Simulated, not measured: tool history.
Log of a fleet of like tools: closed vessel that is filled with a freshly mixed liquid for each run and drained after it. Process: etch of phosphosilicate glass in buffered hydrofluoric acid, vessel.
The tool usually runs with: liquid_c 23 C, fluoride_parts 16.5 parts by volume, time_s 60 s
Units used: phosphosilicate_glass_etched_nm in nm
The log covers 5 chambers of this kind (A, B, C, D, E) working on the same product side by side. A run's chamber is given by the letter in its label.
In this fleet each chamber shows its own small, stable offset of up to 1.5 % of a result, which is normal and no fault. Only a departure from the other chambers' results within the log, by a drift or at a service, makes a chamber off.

run   hour  liquid_c  fluoride_parts  time_s  hours since the thermometer was replaced  hours since the hydrofluoric acid flow meter was replaced  read-back film thickness of the phosphosilicate glass reference wafer, read on the same gauge (nm)  phosphosilicate_glass_etched_nm
 1D   13.2        23            16.5      60                                      98.5                                                        319                                                                                              140.05                           321.26
 2B   26.8        23            16.5      60                                    1030.6                                                      570.2                                                                                              140.01                           317.09
 3E   40.4        23            16.5      60                                     217.1                                                     1661.5                                                                                              140.02                           321.56
 4C   56.4        23            16.5      60                                     365.1                                                      372.6                                                                                              139.97                           318.05
 5A   67.2        23            16.5      60                                    1203.6                                                      199.8                                                                                              139.98                           323.83
 6C   83.1        18            16.5      60                                     391.8                                                      399.3                                                                                              140.02                           243.36
 7D   97.5        18            16.5      60                                     182.8                                                      403.3                                                                                              139.99                           245.15
 8E  112.8        18            16.5      60                                     289.5                                                     1733.9                                                                                              139.98                           242.14
 9B  124.2        18            16.5      60                                      1128                                                      667.6                                                                                              140.01                           241.76
10A  133.5        18            16.5      60                                    1269.9                                                      266.1                                                                                              140.01                           236.91
11E  144.1        23            16.5      60                                     320.8                                                     1765.2                                                                                              139.96                           323.31
12A  160.4        23            16.5      60                                    1296.8                                                        293                                                                                              140.02                           314.93
13D  169.5        23            16.5      60                                     254.8                                                      475.3                                                                                              140.03                           320.74
14B  182.3        23            16.5      60                                    1186.1                                                      725.7                                                                                              139.96                           319.23
15C  191.3        23            16.5      60                                       500                                                      507.5                                                                                                 140                           325.67
16C  199.5        21            16.5      60                                     508.2                                                      515.7                                                                                              139.98                           283.18
17A  212.1        21            16.5      60                                    1348.5                                                      344.7                                                                                              139.95                           276.52
18B  226.2        21            16.5      60                                      1230                                                      769.6                                                                                                 140                           280.24
19E  241.8        21            16.5      60                                     418.5                                                     1862.9                                                                                              139.94                           290.37
20D  250.6        21            16.5      60                                     335.9                                                      556.4                                                                                              140.01                           287.09
21B  264.5        23            16.5      60                                    1268.3                                                      807.9                                                                                              139.99                           316.39
22E  280.3        23            16.5      60                                       457                                                     1901.4                                                                                              139.98                            320.2
23A    294        23            16.5      60                                    1430.4                                                      426.6                                                                                              140.01                           299.48
24D    306        23            16.5      60                                     391.3                                                      611.8                                                                                              140.02                           318.57
25C  316.2        23            16.5      60                                     624.9                                                      632.4                                                                                              139.94                           317.01
26A  331.8        23            16.5      60                                    1468.2                                                      464.4                                                                                              139.93                           293.78
27E  344.9        23            16.5      60                                     521.6                                                       1966                                                                                              139.97                           326.15
28C  360.4        23            16.5      60                                     669.1                                                      676.6                                                                                              140.01                           325.86
29B  376.9        23            16.5      60                                    1380.7                                                      920.3                                                                                                 140                           315.24
30D  393.4        28            16.5      60                                     478.7                                                      699.2                                                                                                 140                           422.16
31D  404.5        28            16.5      60                                     489.8                                                      710.3                                                                                              139.98                           425.44
32E  420.3        28            16.5      60                                       597                                                     2041.4                                                                                              140.03                           423.45

One chamber off, gauge drift, or nothing amiss beyond the chambers' own small offsets? If it is a chamber, which one, and what is the likeliest cause?

Little by little, chamber A moves away from the other chambers.
Cause: hydrofluoric acid flow below the setpoint (%) = 10.2.
It could be hard to tell apart here from: liquid colder than its thermometer reads (K).

Which of the 4 candidates below, each the usual settings with something changed and its results left as question marks, puts chamber A back in line with what the other chambers give on the usual settings?
A result is in line if it is within this distance of the other chambers' mean on the usual settings: phosphosilicate_glass_etched_nm 11 nm
33A-1  432.1        23              17      55                                                                                                                                                                                                                                         ?
33A-2  432.1        23              16      60                                                                                                                                                                                                                                         ?
33A-3  432.1        23              16      65                                                                                                                                                                                                                                         ?
33A-4  432.1        23              17      60                                                                                                                                                                                                                                         ?

The other chambers' mean on the usual settings: phosphosilicate_glass_etched_nm 319.63 nm
  run  phosphosilicate_glass_etched_nm
33A-1                           254.06
33A-2                           294.35
33A-3                           318.88
33A-4                           277.16
With 33A-3, the chamber falls back in line with the rest.
